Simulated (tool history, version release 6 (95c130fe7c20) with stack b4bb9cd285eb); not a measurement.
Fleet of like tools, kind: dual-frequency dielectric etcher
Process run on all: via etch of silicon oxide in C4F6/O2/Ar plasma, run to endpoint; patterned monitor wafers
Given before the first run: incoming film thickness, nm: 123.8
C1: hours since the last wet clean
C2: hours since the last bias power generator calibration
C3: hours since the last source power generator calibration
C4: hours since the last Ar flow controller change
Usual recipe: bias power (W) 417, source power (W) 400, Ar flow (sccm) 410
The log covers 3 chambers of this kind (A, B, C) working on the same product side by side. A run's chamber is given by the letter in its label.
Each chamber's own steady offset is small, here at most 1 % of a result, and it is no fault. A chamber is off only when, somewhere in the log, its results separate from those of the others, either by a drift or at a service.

{"day": 0.012, "done": "chamber B: bias power generator calibrated"}
{"run": "1A", "day": 0.2, "bias power (W)": 417, "source power (W)": 400, "Ar flow (sccm)": 410, "C1": 150.7, "C2": 273.7, "C3": 307, "C4": 34, "endpoint time (s)": 30.055}
{"run": "2B", "day": 0.467, "bias power (W)": 417, "source power (W)": 400, "Ar flow (sccm)": 410, "C1": 60.3, "C2": 10.9, "C3": 686, "C4": 2265.9, "endpoint time (s)": 30.257}
{"run": "3C", "day": 0.646, "bias power (W)": 417, "source power (W)": 400, "Ar flow (sccm)": 410, "C1": 301.5, "C2": 401, "C3": 2227.9, "C4": 925.4, "endpoint time (s)": 30.046}
{"run": "4B", "day": 0.808, "bias power (W)": 417, "source power (W)": 400, "Ar flow (sccm)": 410, "C1": 68.5, "C2": 19.1, "C3": 694.2, "C4": 2274.1, "endpoint time (s)": 30.266}
{"run": "5A", "day": 1.033, "bias power (W)": 417, "source power (W)": 400, "Ar flow (sccm)": 410, "C1": 170.7, "C2": 293.7, "C3": 327, "C4": 54, "endpoint time (s)": 30.182}
{"run": "6C", "day": 1.196, "bias power (W)": 417, "source power (W)": 400, "Ar flow (sccm)": 410, "C1": 314.7, "C2": 414.2, "C3": 2241.1, "C4": 938.6, "endpoint time (s)": 29.746}
{"run": "7A", "day": 1.517, "bias power (W)": 417, "source power (W)": 400, "Ar flow (sccm)": 410, "C1": 182.3, "C2": 305.3, "C3": 338.6, "C4": 65.6, "endpoint time (s)": 29.952}
{"run": "8B", "day": 1.733, "bias power (W)": 417, "source power (W)": 400, "Ar flow (sccm)": 410, "C1": 90.7, "C2": 41.3, "C3": 716.4, "C4": 2296.3, "endpoint time (s)": 30.114}
{"run": "9C", "day": 1.917, "bias power (W)": 417, "source power (W)": 400, "Ar flow (sccm)": 410, "C1": 332, "C2": 431.5, "C3": 2258.4, "C4": 955.9, "endpoint time (s)": 29.899}
{"run": "10A", "day": 2.088, "bias power (W)": 417, "source power (W)": 400, "Ar flow (sccm)": 410, "C1": 196, "C2": 319, "C3": 352.3, "C4": 79.3, "endpoint time (s)": 30.103}
{"run": "11B", "day": 2.404, "bias power (W)": 417, "source power (W)": 400, "Ar flow (sccm)": 410, "C1": 106.8, "C2": 57.4, "C3": 732.5, "C4": 2312.4, "endpoint time (s)": 30.113}
{"run": "12C", "day": 2.617, "bias power (W)": 417, "source power (W)": 400, "Ar flow (sccm)": 410, "C1": 348.8, "C2": 448.3, "C3": 2275.2, "C4": 972.7, "endpoint time (s)": 29.823}
{"run": "13C", "day": 2.796, "bias power (W)": 417, "source power (W)": 400, "Ar flow (sccm)": 410, "C1": 353.1, "C2": 452.6, "C3": 2279.5, "C4": 977, "endpoint time (s)": 29.821}
{"run": "14B", "day": 3.133, "bias power (W)": 417, "source power (W)": 400, "Ar flow (sccm)": 410, "C1": 124.3, "C2": 74.9, "C3": 750, "C4": 2329.9, "endpoint time (s)": 30.316}
{"run": "15A", "day": 3.3, "bias power (W)": 417, "source power (W)": 400, "Ar flow (sccm)": 410, "C1": 225.1, "C2": 348.1, "C3": 381.4, "C4": 108.4, "endpoint time (s)": 30.176}
{"run": "16A", "day": 3.521, "bias power (W)": 417, "source power (W)": 400, "Ar flow (sccm)": 410, "C1": 230.4, "C2": 353.4, "C3": 386.7, "C4": 113.7, "endpoint time (s)": 30.144}
{"run": "17B", "day": 3.683, "bias power (W)": 417, "source power (W)": 400, "Ar flow (sccm)": 410, "C1": 137.5, "C2": 88.1, "C3": 763.2, "C4": 2343.1, "endpoint time (s)": 30.222}
{"run": "18C", "day": 3.862, "bias power (W)": 417, "source power (W)": 400, "Ar flow (sccm)": 410, "C1": 378.7, "C2": 478.2, "C3": 2305.1, "C4": 1002.6, "endpoint time (s)": 29.975}
{"run": "19B", "day": 4.146, "bias power (W)": 378, "source power (W)": 400, "Ar flow (sccm)": 337, "C1": 148.6, "C2": 99.2, "C3": 774.3, "C4": 2354.2, "endpoint time (s)": 30.86}
{"run": "20C", "day": 4.396, "bias power (W)": 378, "source power (W)": 400, "Ar flow (sccm)": 337, "C1": 391.5, "C2": 491, "C3": 2317.9, "C4": 1015.4, "endpoint time (s)": 30.354}
{"run": "21A", "day": 4.675, "bias power (W)": 378, "source power (W)": 400, "Ar flow (sccm)": 337, "C1": 258.1, "C2": 381.1, "C3": 414.4, "C4": 141.4, "endpoint time (s)": 30.495}
{"run": "22C", "day": 4.842, "bias power (W)": 417, "source power (W)": 400, "Ar flow (sccm)": 410, "C1": 402.2, "C2": 501.7, "C3": 2328.6, "C4": 1026.1, "endpoint time (s)": 29.957}
{"run": "23A", "day": 5.104, "bias power (W)": 417, "source power (W)": 400, "Ar flow (sccm)": 410, "C1": 268.4, "C2": 391.4, "C3": 424.7, "C4": 151.7, "endpoint time (s)": 30.15}
{"run": "24B", "day": 5.288, "bias power (W)": 417, "source power (W)": 400, "Ar flow (sccm)": 410, "C1": 176, "C2": 126.6, "C3": 801.7, "C4": 2381.6, "endpoint time (s)": 30.263}
{"run": "25A", "day": 5.504, "bias power (W)": 417, "source power (W)": 400, "Ar flow (sccm)": 410, "C1": 278, "C2": 401, "C3": 434.3, "C4": 161.3, "endpoint time (s)": 30.11}
{"run": "26B", "day": 5.683, "bias power (W)": 417, "source power (W)": 400, "Ar flow (sccm)": 410, "C1": 185.5, "C2": 136.1, "C3": 811.2, "C4": 2391.1, "endpoint time (s)": 30.19}
{"run": "27C", "day": 5.958, "bias power (W)": 417, "source power (W)": 400, "Ar flow (sccm)": 410, "C1": 429, "C2": 528.5, "C3": 2355.4, "C4": 1052.9, "endpoint time (s)": 30}
{"run": "28A", "day": 6.188, "bias power (W)": 417, "source power (W)": 400, "Ar flow (sccm)": 410, "C1": 294.4, "C2": 417.4, "C3": 450.7, "C4": 177.7, "endpoint time (s)": 30.271}
{"run": "29C", "day": 6.429, "bias power (W)": 417, "source power (W)": 400, "Ar flow (sccm)": 410, "C1": 440.3, "C2": 539.8, "C3": 2366.7, "C4": 1064.2, "endpoint time (s)": 29.862}
{"run": "30B", "day": 6.625, "bias power (W)": 417, "source power (W)": 400, "Ar flow (sccm)": 410, "C1": 208.1, "C2": 158.7, "C3": 833.8, "C4": 2413.7, "endpoint time (s)": 30.227}
{"run": "31B", "day": 6.946, "bias power (W)": 417, "source power (W)": 400, "Ar flow (sccm)": 410, "C1": 215.8, "C2": 166.4, "C3": 841.5, "C4": 2421.4, "endpoint time (s)": 30.166}
{"run": "32A", "day": 7.25, "bias power (W)": 417, "source power (W)": 330, "Ar flow (sccm)": 410, "C1": 319.9, "C2": 442.9, "C3": 476.2, "C4": 203.2, "endpoint time (s)": 32.235}
{"run": "33C", "day": 7.512, "bias power (W)": 417, "source power (W)": 330, "Ar flow (sccm)": 410, "C1": 466.3, "C2": 565.8, "C3": 2392.7, "C4": 1090.2, "endpoint time (s)": 32.274}
{"run": "34B", "day": 7.683, "bias power (W)": 417, "source power (W)": 330, "Ar flow (sccm)": 410, "C1": 233.5, "C2": 184.1, "C3": 859.2, "C4": 2439.1, "endpoint time (s)": 32.462}
{"run": "35A", "day": 7.9, "bias power (W)": 417, "source power (W)": 400, "Ar flow (sccm)": 410, "C1": 335.5, "C2": 458.5, "C3": 491.8, "C4": 218.8, "endpoint time (s)": 30.23}
{"run": "36C", "day": 8.188, "bias power (W)": 417, "source power (W)": 400, "Ar flow (sccm)": 410, "C1": 482.5, "C2": 582, "C3": 2408.9, "C4": 1106.4, "endpoint time (s)": 30.111}
{"run": "37B", "day": 8.35, "bias power (W)": 417, "source power (W)": 400, "Ar flow (sccm)": 410, "C1": 249.5, "C2": 200.1, "C3": 875.2, "C4": 2455.1, "endpoint time (s)": 30.261}
{"day": 8.608, "done": "chamber C: wet clean of the chamber"}
{"run": "38A", "day": 8.671, "bias power (W)": 417, "source power (W)": 400, "Ar flow (sccm)": 410, "C1": 354, "C2": 477, "C3": 510.3, "C4": 237.3, "endpoint time (s)": 30.061}
{"run": "39C", "day": 8.958, "bias power (W)": 417, "source power (W)": 400, "Ar flow (sccm)": 410, "C1": 8.4, "C2": 600.5, "C3": 2427.4, "C4": 1124.9, "endpoint time (s)": 30.19}
{"run": "40A", "day": 9.258, "bias power (W)": 417, "source power (W)": 400, "Ar flow (sccm)": 410, "C1": 368.1, "C2": 491.1, "C3": 524.4, "C4": 251.4, "endpoint time (s)": 30.082}
{"run": "41C", "day": 9.483, "bias power (W)": 417, "source power (W)": 400, "Ar flow (sccm)": 410, "C1": 21, "C2": 613.1, "C3": 2440, "C4": 1137.5, "endpoint time (s)": 30.076}

All 3 chambers run these settings next. Forecast each chamber's results:
{"run": "42A", "day": 9.729, "bias power (W)": 417, "source power (W)": 400, "Ar flow (sccm)": 347, "endpoint time (s)": "?"}
{"run": "42B", "day": 9.729, "bias power (W)": 417, "source power (W)": 400, "Ar flow (sccm)": 347, "endpoint time (s)": "?"}
{"run": "42C", "day": 9.729, "bias power (W)": 417, "source power (W)": 400, "Ar flow (sccm)": 347, "endpoint time (s)": "?"}

run=42A endpoint_time_(s)=29.516
run=42B endpoint_time_(s)=29.57
run=42C endpoint_time_(s)=29.497

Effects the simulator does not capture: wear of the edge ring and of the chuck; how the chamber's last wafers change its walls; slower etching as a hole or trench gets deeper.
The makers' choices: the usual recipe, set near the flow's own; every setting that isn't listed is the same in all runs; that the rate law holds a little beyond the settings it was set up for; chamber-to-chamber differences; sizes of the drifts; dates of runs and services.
